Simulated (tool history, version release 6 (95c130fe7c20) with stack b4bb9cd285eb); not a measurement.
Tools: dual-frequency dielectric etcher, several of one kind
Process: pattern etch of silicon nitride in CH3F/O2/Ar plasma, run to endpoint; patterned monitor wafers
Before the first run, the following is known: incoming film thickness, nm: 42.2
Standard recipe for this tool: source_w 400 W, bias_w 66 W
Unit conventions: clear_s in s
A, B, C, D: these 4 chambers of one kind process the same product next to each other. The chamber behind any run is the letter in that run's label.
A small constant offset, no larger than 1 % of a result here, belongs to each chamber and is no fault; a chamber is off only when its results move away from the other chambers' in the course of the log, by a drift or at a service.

run 1A hour=14 | source_w=400 bias_w=66 | clear_s=62.624
run 2B hour=23 | source_w=400 bias_w=66 | clear_s=62.7
run 3D hour=34.8 | source_w=400 bias_w=66 | clear_s=62.149
run 4C hour=42.2 | source_w=400 bias_w=66 | clear_s=62.771
run 5B hour=53.3 | source_w=400 bias_w=66 | clear_s=62.665
run 6A hour=67.3 | source_w=400 bias_w=66 | clear_s=62.514
run 7C hour=74.7 | source_w=400 bias_w=66 | clear_s=63.217
run 8D hour=88.9 | source_w=400 bias_w=66 | clear_s=62.605
run 9D hour=95.8 | source_w=400 bias_w=66 | clear_s=62.344
run 10A hour=108.3 | source_w=320 bias_w=79 | clear_s=63.568
run 11C hour=121.2 | source_w=320 bias_w=79 | clear_s=64.221
run 12B hour=128.6 | source_w=320 bias_w=79 | clear_s=64.437
run 13A hour=137.1 | source_w=320 bias_w=79 | clear_s=64.473
run 14D hour=151.6 | source_w=400 bias_w=66 | clear_s=62.42
run 15B hour=158.2 | source_w=400 bias_w=66 | clear_s=62.688
run 16C hour=164.7 | source_w=400 bias_w=66 | clear_s=63.155
run 17B hour=173.3 | source_w=400 bias_w=66 | clear_s=63.001
-- hour=180.7 chamber A: wet clean of the chamber
run 18C hour=183.2 | source_w=400 bias_w=66 | clear_s=63.201
run 19D hour=192.5 | source_w=400 bias_w=66 | clear_s=60.946
run 20A hour=202.5 | source_w=400 bias_w=66 | clear_s=61.726
run 21D hour=212.5 | source_w=400 bias_w=66 | clear_s=60.928
run 22B hour=222 | source_w=400 bias_w=66 | clear_s=63.042
run 23A hour=236.9 | source_w=400 bias_w=66 | clear_s=62.724
run 24C hour=249.8 | source_w=400 bias_w=66 | clear_s=63.149
run 25A hour=258.5 | source_w=400 bias_w=66 | clear_s=62.218
run 26B hour=270.7 | source_w=400 bias_w=66 | clear_s=62.746
run 27C hour=284.8 | source_w=400 bias_w=66 | clear_s=63.312
run 28D hour=291.8 | source_w=400 bias_w=66 | clear_s=60.891
run 29C hour=303.1 | source_w=400 bias_w=66 | clear_s=63.115
run 30D hour=316.3 | source_w=400 bias_w=66 | clear_s=60.523
run 31B hour=328.3 | source_w=400 bias_w=66 | clear_s=62.538

All chambers now run identical settings, listed one chamber a line with results as question marks. What results will each chamber show?
run 32A hour=339 | source_w=400 bias_w=74 | clear_s=?
run 32B hour=339 | source_w=400 bias_w=74 | clear_s=?
run 32C hour=339 | source_w=400 bias_w=74 | clear_s=?
run 32D hour=339 | source_w=400 bias_w=74 | clear_s=?

run=32A clear_s=60.518
run=32B clear_s=60.31
run=32C clear_s=61.053
run=32D clear_s=57.334
